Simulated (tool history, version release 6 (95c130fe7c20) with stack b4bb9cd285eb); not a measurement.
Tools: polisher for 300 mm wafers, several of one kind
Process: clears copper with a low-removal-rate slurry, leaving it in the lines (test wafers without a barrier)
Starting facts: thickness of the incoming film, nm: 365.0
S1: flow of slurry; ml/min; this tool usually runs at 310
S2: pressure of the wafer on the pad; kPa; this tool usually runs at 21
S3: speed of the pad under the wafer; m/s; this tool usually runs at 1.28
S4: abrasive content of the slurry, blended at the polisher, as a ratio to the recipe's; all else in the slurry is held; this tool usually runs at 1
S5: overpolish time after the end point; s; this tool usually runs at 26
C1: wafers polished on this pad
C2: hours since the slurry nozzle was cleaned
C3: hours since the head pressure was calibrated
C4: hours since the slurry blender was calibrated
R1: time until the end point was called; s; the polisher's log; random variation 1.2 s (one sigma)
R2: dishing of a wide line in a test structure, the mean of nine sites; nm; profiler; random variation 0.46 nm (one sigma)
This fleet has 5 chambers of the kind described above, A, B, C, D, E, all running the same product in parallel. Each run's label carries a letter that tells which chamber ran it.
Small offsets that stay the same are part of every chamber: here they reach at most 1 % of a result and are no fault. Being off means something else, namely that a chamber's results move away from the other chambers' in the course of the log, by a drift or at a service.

run 1E hour=4.7 | S1=310 S2=21 S3=1.28 S4=1 S5=26 | C1=665 C2=395.4 C3=486.2 C4=45.1 | R1=88.287 R2=45.452
run 2B hour=10 | S1=310 S2=21 S3=1.28 S4=1 S5=26 | C1=479 C2=120.9 C3=640.2 C4=94.5 | R1=90.199 R2=46.165
-- hour=14.2 chamber B: worn pad replaced by a new one
run 3A hour=16.8 | S1=310 S2=21 S3=1.28 S4=1 S5=26 | C1=413 C2=609.2 C3=118.4 C4=36.2 | R1=90.71 R2=46.094
-- hour=19.3 chamber C: worn pad replaced by a new one
run 4C hour=21.7 | S1=310 S2=21 S3=1.28 S4=1 S5=26 | C1=19 C2=280.1 C3=526.4 C4=252.9 | R1=90.437 R2=45.736
-- hour=23 chamber A: worn pad replaced by a new one
-- hour=25.2 chamber C: slurry blender recalibrated
run 5D hour=30.6 | S1=310 S2=21 S3=1.28 S4=1 S5=26 | C1=291 C2=252.9 C3=197.2 C4=118.5 | R1=89.103 R2=45.477
-- hour=30.7 chamber C: head pressure recalibrated
run 6C hour=38.7 | S1=310 S2=21 S3=1.28 S4=1 S5=26 | C1=154 C2=297.1 C3=8 C4=13.5 | R1=89.216 R2=46.13
run 7E hour=43.6 | S1=310 S2=21 S3=1.28 S4=1 S5=26 | C1=974 C2=434.3 C3=525.1 C4=84 | R1=91.645 R2=45.976
-- hour=45.4 chamber E: worn pad replaced by a new one
run 8B hour=49.7 | S1=310 S2=21 S3=1.28 S4=1 S5=26 | C1=282 C2=160.6 C3=679.9 C4=134.2 | R1=89.998 R2=45.988
run 9A hour=58.4 | S1=310 S2=21 S3=1.28 S4=1 S5=26 | C1=281 C2=650.8 C3=160 C4=77.8 | R1=92.954 R2=44.713
run 10D hour=64 | S1=310 S2=21 S3=1.28 S4=1 S5=26 | C1=557 C2=286.3 C3=230.6 C4=151.9 | R1=90.049 R2=46.543
run 11B hour=70 | S1=310 S2=21 S3=1.28 S4=1 S5=26 | C1=443 C2=180.9 C3=700.2 C4=154.5 | R1=88.992 R2=46.314
run 12E hour=77.8 | S1=310 S2=21 S3=1.48 S4=1.2 S5=26 | C1=257 C2=468.5 C3=559.3 C4=118.2 | R1=74.368 R2=49.282
run 13A hour=83.8 | S1=310 S2=21 S3=1.48 S4=1.2 S5=26 | C1=483 C2=676.2 C3=185.4 C4=103.2 | R1=74.839 R2=48.737
-- hour=86 chamber C: worn pad replaced by a new one
-- hour=90.1 chamber A: worn pad replaced by a new one
run 14D hour=92.7 | S1=310 S2=21 S3=1.48 S4=1.2 S5=26 | C1=785 C2=315 C3=259.3 C4=180.6 | R1=74.678 R2=49.85
-- hour=92.9 chamber B: worn pad replaced by a new one
run 15C hour=97.6 | S1=310 S2=21 S3=1.48 S4=1.2 S5=26 | C1=92 C2=356 C3=66.9 C4=72.4 | R1=75.55 R2=49.559
run 16B hour=106.3 | S1=310 S2=21 S3=1.48 S4=1.2 S5=26 | C1=107 C2=217.2 C3=736.5 C4=190.8 | R1=73.766 R2=50.014
run 17D hour=112.2 | S1=310 S2=21 S3=1.28 S4=1 S5=26 | C1=940 C2=334.5 C3=278.8 C4=200.1 | R1=88.164 R2=45.263
-- hour=114.7 chamber B: head pressure recalibrated
run 18A hour=119.4 | S1=310 S2=21 S3=1.28 S4=1 S5=26 | C1=233 C2=711.8 C3=221 C4=138.8 | R1=91.314 R2=45.947
-- hour=121.1 chamber E: slurry blender recalibrated
run 19C hour=124 | S1=310 S2=21 S3=1.28 S4=1 S5=26 | C1=301 C2=382.4 C3=93.3 C4=98.8 | R1=89.798 R2=46.318
-- hour=124.4 chamber E: slurry nozzle cleaned
run 20E hour=129.4 | S1=310 S2=21 S3=1.28 S4=1 S5=26 | C1=667 C2=5 C3=610.9 C4=8.3 | R1=90.614 R2=45.784
-- hour=131.6 chamber D: slurry blender recalibrated
run 21B hour=136.4 | S1=310 S2=21 S3=1.28 S4=1 S5=26 | C1=346 C2=247.3 C3=21.8 C4=220.9 | R1=101.91 R2=43.342
-- hour=137.6 chamber D: worn pad replaced by a new one
-- hour=143.6 chamber C: worn pad replaced by a new one
run 22A hour=144.8 | S1=310 S2=21 S3=1.28 S4=1 S5=26 | C1=435 C2=737.2 C3=246.4 C4=164.2 | R1=90.004 R2=45.757
run 23E hour=149.1 | S1=310 S2=21 S3=1.28 S4=1 S5=26 | C1=824 C2=24.7 C3=630.6 C4=28 | R1=89.825 R2=45.604
-- hour=155.1 chamber A: worn pad replaced by a new one
run 24D hour=157.2 | S1=310 S2=21 S3=1.28 S4=1 S5=26 | C1=156 C2=379.5 C3=323.8 C4=25.7 | R1=89.631 R2=45.695
run 25C hour=165 | S1=310 S2=21 S3=1.28 S4=1 S5=26 | C1=170 C2=423.4 C3=134.3 C4=139.8 | R1=90.767 R2=45.816
-- hour=169 chamber B: worn pad replaced by a new one
-- hour=173.3 chamber E: worn pad replaced by a new one
run 26E hour=174.3 | S1=310 S2=21 S3=1.28 S4=1 S5=26 | C1=7 C2=49.9 C3=655.8 C4=53.2 | R1=88.886 R2=45.935
run 27D hour=181.4 | S1=265 S2=21 S3=1.28 S4=1 S5=37 | C1=348 C2=403.7 C3=348 C4=49.9 | R1=92.271 R2=52.037
run 28C hour=187.1 | S1=265 S2=21 S3=1.28 S4=1 S5=37 | C1=345 C2=445.5 C3=156.4 C4=161.9 | R1=90.918 R2=52.296
run 29A hour=192 | S1=265 S2=21 S3=1.28 S4=1 S5=37 | C1=293 C2=784.4 C3=293.6 C4=211.4 | R1=92.021 R2=51.204
run 30B hour=199.7 | S1=265 S2=21 S3=1.28 S4=1 S5=37 | C1=244 C2=310.6 C3=85.1 C4=284.2 | R1=103.08 R2=49.094
run 31D hour=208.6 | S1=265 S2=21 S3=1.28 S4=1 S5=37 | C1=564 C2=430.9 C3=375.2 C4=77.1 | R1=90.682 R2=53.191

The same settings go to every chamber for the next run, one line per chamber below. Forecast the results for each:
run 32A hour=215.2 | S1=310 S2=21 S3=1.08 S4=1 S5=26 | R1=? R2=?
run 32B hour=215.2 | S1=310 S2=21 S3=1.08 S4=1 S5=26 | R1=? R2=?
run 32C hour=215.2 | S1=310 S2=21 S3=1.08 S4=1 S5=26 | R1=? R2=?
run 32D hour=215.2 | S1=310 S2=21 S3=1.08 S4=1 S5=26 | R1=? R2=?
run 32E hour=215.2 | S1=310 S2=21 S3=1.08 S4=1 S5=26 | R1=? R2=?

run=32A R1=106.81 R2=41.235
run=32B R1=120.47 R2=38.849
run=32C R1=106.4 R2=41.174
run=32D R1=106.13 R2=41.182
run=32E R1=106.09 R2=41.675

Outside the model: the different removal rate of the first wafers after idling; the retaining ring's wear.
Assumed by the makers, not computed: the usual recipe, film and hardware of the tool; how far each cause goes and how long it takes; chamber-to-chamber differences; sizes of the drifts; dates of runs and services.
